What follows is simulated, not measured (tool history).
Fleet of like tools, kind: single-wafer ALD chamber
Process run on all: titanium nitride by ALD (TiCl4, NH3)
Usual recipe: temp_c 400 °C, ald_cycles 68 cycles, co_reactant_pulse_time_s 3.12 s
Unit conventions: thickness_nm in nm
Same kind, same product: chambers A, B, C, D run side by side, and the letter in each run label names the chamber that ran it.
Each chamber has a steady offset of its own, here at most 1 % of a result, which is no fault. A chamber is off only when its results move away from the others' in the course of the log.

run	hour	temp_c	ald_cycles	co_reactant_pulse_time_s	read-back reference wafer on the same gauge, thickness_nm	thickness_nm
1D	8.1	400	68	3.12	1.2900	1.5066
2B	13.9	400	68	3.12	1.2893	1.5205
3C	19.2	400	68	3.12	1.2894	1.5244
4A	23.9	400	68	3.12	1.2885	1.5248
5C	28.8	400	68	3.12	1.2888	1.5231
6D	35.2	400	68	3.12	1.2879	1.5039
7A	42.7	400	68	3.12	1.2886	1.5233
8B	47.7	400	68	3.12	1.2880	1.5182
9C	53.7	400	68	3.12	1.2874	1.5211
10A	58.9	400	68	3.12	1.2865	1.5271
11B	65.8	400	68	3.12	1.2870	1.5158
12D	71.6	400	68	3.12	1.2864	1.5030
13D	78.4	400	68	3.12	1.2867	1.5070
14C	82.5	400	68	3.12	1.2860	1.5218
15A	91.1	400	68	3.12	1.2859	1.5214
16B	97.1	400	68	3.12	1.2849	1.5106
17C	101.3	400	68	3.12	1.2848	1.5237
18D	106.9	400	68	3.12	1.2844	1.5010
19A	111.3	392	68	3.12	1.2843	1.5113
20B	117.9	392	68	3.12	1.2843	1.5045
21D	124.7	392	68	3.12	1.2838	1.4949
22A	130.5	392	68	3.12	1.2832	1.5116
23B	135.1	400	55	3.12	1.2824	1.2216
24C	143.9	400	55	3.12	1.2828	1.2282
25D	150.8	400	55	3.12	1.2824	1.2134
26A	155.6	400	55	3.12	1.2820	1.2216
27C	159.8	400	68	3.12	1.2817	1.5162
28B	168.0	400	68	3.12	1.2813	1.5084
29A	174.5	400	68	3.12	1.2817	1.5112
30B	180.7	400	68	3.12	1.2811	1.5080

Has any chamber moved away from the others, gradually or after a service, or does the common gauge drift, or do the chambers differ only by their own small steady offsets? State the chamber and the most likely cause if one applies.

The gauge drifts, so all chambers seem to drift together. No chamber is off.
Most likely cause: gauge reads low (%) = 0.717.
